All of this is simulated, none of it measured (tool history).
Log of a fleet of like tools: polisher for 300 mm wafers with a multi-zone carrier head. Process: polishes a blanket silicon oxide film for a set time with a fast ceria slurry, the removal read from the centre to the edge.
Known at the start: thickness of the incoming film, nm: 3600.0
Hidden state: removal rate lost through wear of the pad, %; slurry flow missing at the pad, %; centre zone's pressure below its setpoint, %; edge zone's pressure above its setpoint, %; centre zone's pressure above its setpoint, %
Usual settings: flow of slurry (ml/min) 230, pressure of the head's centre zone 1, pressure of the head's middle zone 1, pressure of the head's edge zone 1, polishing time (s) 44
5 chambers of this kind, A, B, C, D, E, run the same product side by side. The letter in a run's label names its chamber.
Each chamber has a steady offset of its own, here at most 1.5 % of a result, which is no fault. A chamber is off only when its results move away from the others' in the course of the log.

run   hour  flow of slurry (ml/min)  pressure of the head's centre zone  pressure of the head's middle zone  pressure of the head's edge zone  polishing time (s)  wafers polished on this pad  hours since the slurry nozzle was cleaned  hours since the centre zone pressure was calibrated  hours since the edge zone pressure was calibrated  film removed at the wafer's centre (angstrom)  film removed at mid-radius (angstrom)  film removed at the wafer's edge (angstrom)
       1.4  -- chamber E: worn pad replaced by a new one
 1D    9.5                      230                                   1                                   1                                 1                  44                          846                                      189.4                                                167.9                                              551.9                                         8182.3                                 8280.5                                       8260.2
      17.9  -- chamber B: slurry nozzle cleaned
 2E   18.5                      230                                   1                                   1                                 1                  44                          260                                        559                                                 49.7                                                897                                         8284.6                                 8224.2                                       8272.5
      21.4  -- chamber A: worn pad replaced by a new one
      26.6  -- chamber C: edge zone pressure recalibrated
      27.2  -- chamber D: worn pad replaced by a new one
 3C   32.3                      230                                   1                                   1                                 1                  44                         1080                                      379.1                                                 39.8                                                5.8                                         8158.1                                 8065.1                                         8344
      32.7  -- chamber B: centre zone pressure recalibrated
      37.4  -- chamber C: worn pad replaced by a new one
 4B   43.2                      230                                   1                                   1                                 1                  44                          877                                       25.4                                                 10.6                                              654.3                                         8351.5                                 8079.2                                       8411.1
 5A   55.5                      230                                   1                                   1                                 1                  44                          518                                      140.5                                                505.2                                              624.1                                         8233.3                                 8278.6                                       8183.4
      63.8  -- chamber E: worn pad replaced by a new one
 6C   68.1                      230                                   1                                   1                                 1                  44                          465                                      414.9                                                 75.6                                               41.6                                         8292.3                                 8225.6                                         8381
      71.5  -- chamber B: worn pad replaced by a new one
 7A   78.3                      230                                   1                                   1                                 1                  44                          863                                      163.3                                                  528                                              646.9                                         8171.2                                 8209.5                                       8204.3
 8D   87.3                      230                                   1                                   1                                 1                  44                          912                                      267.2                                                245.7                                              629.7                                         8295.5                                 8311.2                                       8128.5
        88  -- chamber A: worn pad replaced by a new one
      91.8  -- chamber D: worn pad replaced by a new one
 9B   95.9                      295                                   1                                   1                               0.9                  44                          370                                       78.1                                                 63.3                                                707                                         8716.8                                 8399.2                                       7929.7
10E  103.2                      295                                   1                                   1                               0.9                  44                          598                                      643.7                                                134.4                                              981.7                                         8496.6                                 8533.3                                       8053.5
     104.7  -- chamber C: worn pad replaced by a new one
11C  116.7                      295                                   1                                   1                               0.9                  44                          182                                      463.5                                                124.2                                               90.2                                         8532.4                                 8326.6                                       7963.3
     119.7  -- chamber A: slurry nozzle cleaned
12B  131.8                      295                                   1                                   1                               0.9                  44                          914                                        114                                                 99.2                                              742.9                                         8484.3                                 8332.7                                         7880
     135.1  -- chamber E: worn pad replaced by a new one
13D    146                      295                                   1                                   1                               0.9                  44                          822                                      325.9                                                304.4                                              688.4                                         8376.8                                 8588.5                                       7923.5
     149.8  -- chamber B: worn pad replaced by a new one
14A  159.5                      230                                   1                                   1                                 1                  44                         1085                                       39.9                                                609.2                                              728.1                                           7811                                 8205.8                                       7954.2
     170.5  -- chamber A: worn pad replaced by a new one
     170.6  -- chamber D: worn pad replaced by a new one
15E  173.3                      230                                   1                                   1                                 1                  44                          580                                      713.8                                                204.5                                             1051.8                                         8228.3                                 8276.9                                       8254.8
     174.9  -- chamber C: worn pad replaced by a new one
16E  180.3                      230                                   1                                   1                                 1                  44                          686                                      720.8                                                211.5                                             1058.8                                           8303                                   8260                                       8159.6
17A  192.2                      230                                   1                                   1                                 1                  44                          329                                       72.6                                                641.9                                              760.8                                         7863.9                                 8345.5                                       8217.7
18C  202.4                      230                                   1                                1.09                                 1                  44                          417                                      549.2                                                209.9                                              175.9                                         8307.1                                   8764                                       8170.9
     204.3  -- chamber E: worn pad replaced by a new one
19B  214.2                      230                                   1                                1.09                                 1                  44                          977                                      196.4                                                181.6                                              825.3                                         8206.7                                 8918.2                                       8120.2
20D  224.3                      230                                   1                                1.09                                 1                  44                          814                                      404.2                                                382.7                                              766.7                                         8324.2                                 8999.5                                       8103.2
       235  -- chamber B: worn pad replaced by a new one
21E  238.7                      230                                   1                                1.09                                 1                  44                          521                                      779.2                                                269.9                                             1117.2                                         8357.4                                 8820.7                                       8178.5
     243.8  -- chamber A: worn pad replaced by a new one
     246.1  -- chamber D: worn pad replaced by a new one
22A  247.5                      230                                   1                                1.09                                 1                  44                           56                                      127.9                                                697.2                                              816.1                                         7761.9                                 8774.6                                       8116.4
     255.8  -- chamber C: worn pad replaced by a new one
23D  259.4                      230                                   1                                   1                                 1                  44                          202                                      439.3                                                417.8                                              801.8                                         8350.2                                 8151.6                                       8038.7
24B  272.1                      230                                   1                                   1                                 1                  44                          563                                      254.3                                                239.5                                              883.2                                         8226.6                                 8150.7                                       8297.2
       274  -- chamber E: worn pad replaced by a new one
     276.7  -- chamber C: slurry nozzle cleaned
25C  285.8                      230                                1.11                                   1                              0.88                  44                          455                                        9.1                                                293.3                                              259.3                                         9230.3                                 8207.5                                         7620
26B  297.9                      230                                1.11                                   1                              0.88                  44                          954                                      280.1                                                265.3                                                909                                         9359.8                                 8142.5                                       7730.9
27E  311.1                      230                                1.11                                   1                              0.88                  44                          562                                      851.6                                                342.3                                             1189.6                                         9117.6                                 8358.8                                       7756.3
28C  318.1                      230                                1.11                                   1                              0.88                  44                          945                                       41.4                                                325.6                                              291.6                                         9446.2                                 8189.9                                       7847.1
       323  -- chamber A: worn pad replaced by a new one
     328.3  -- chamber D: worn pad replaced by a new one
29D    329                      230                                1.11                                   1                              0.88                  44                           10                                      508.9                                                487.4                                              871.4                                         9076.2                                 8158.7                                       7741.4
     329.1  -- chamber A: slurry nozzle cleaned
30A  335.8                      230                                   1                                0.95                                 1                  44                          195                                        6.7                                                785.5                                              904.4                                         7284.5                                 7834.6                                       8104.5
     337.2  -- chamber E: worn pad replaced by a new one
31E  346.5                      230                                   1                                0.95                                 1                  44                          141                                        887                                                377.7                                               1225                                         8283.7                                 7909.7                                       8244.7
32A  359.2                      230                                   1                                0.95                                 1                  44                          550                                       30.1                                                808.9                                              927.8                                         7186.2                                 7862.5                                       8206.4

All 5 chambers run these settings next. Forecast each chamber's results:
33A   370                      230                                   1                                   1                                 1                  50                                                                                                                                                                                                                              ?                                      ?                                            ?
33B   370                      230                                   1                                   1                                 1                  50                                                                                                                                                                                                                              ?                                      ?                                            ?
33C   370                      230                                   1                                   1                                 1                  50                                                                                                                                                                                                                              ?                                      ?                                            ?
33D   370                      230                                   1                                   1                                 1                  50                                                                                                                                                                                                                              ?                                      ?                                            ?
33E   370                      230                                   1                                   1                                 1                  50                                                                                                                                                                                                                              ?                                      ?                                            ?

run  film removed at the wafer's centre (angstrom)  film removed at mid-radius (angstrom)  film removed at the wafer's edge (angstrom)
33A                                         8175.8                                 9318.2                                       9284.1
33B                                         9293.1                                 9351.6                                       9271.8
33C                                         9489.9                                 9334.6                                       9452.6
33D                                         9420.8                                 9309.8                                         9400
33E                                         9359.9                                 9263.5                                       9326.1

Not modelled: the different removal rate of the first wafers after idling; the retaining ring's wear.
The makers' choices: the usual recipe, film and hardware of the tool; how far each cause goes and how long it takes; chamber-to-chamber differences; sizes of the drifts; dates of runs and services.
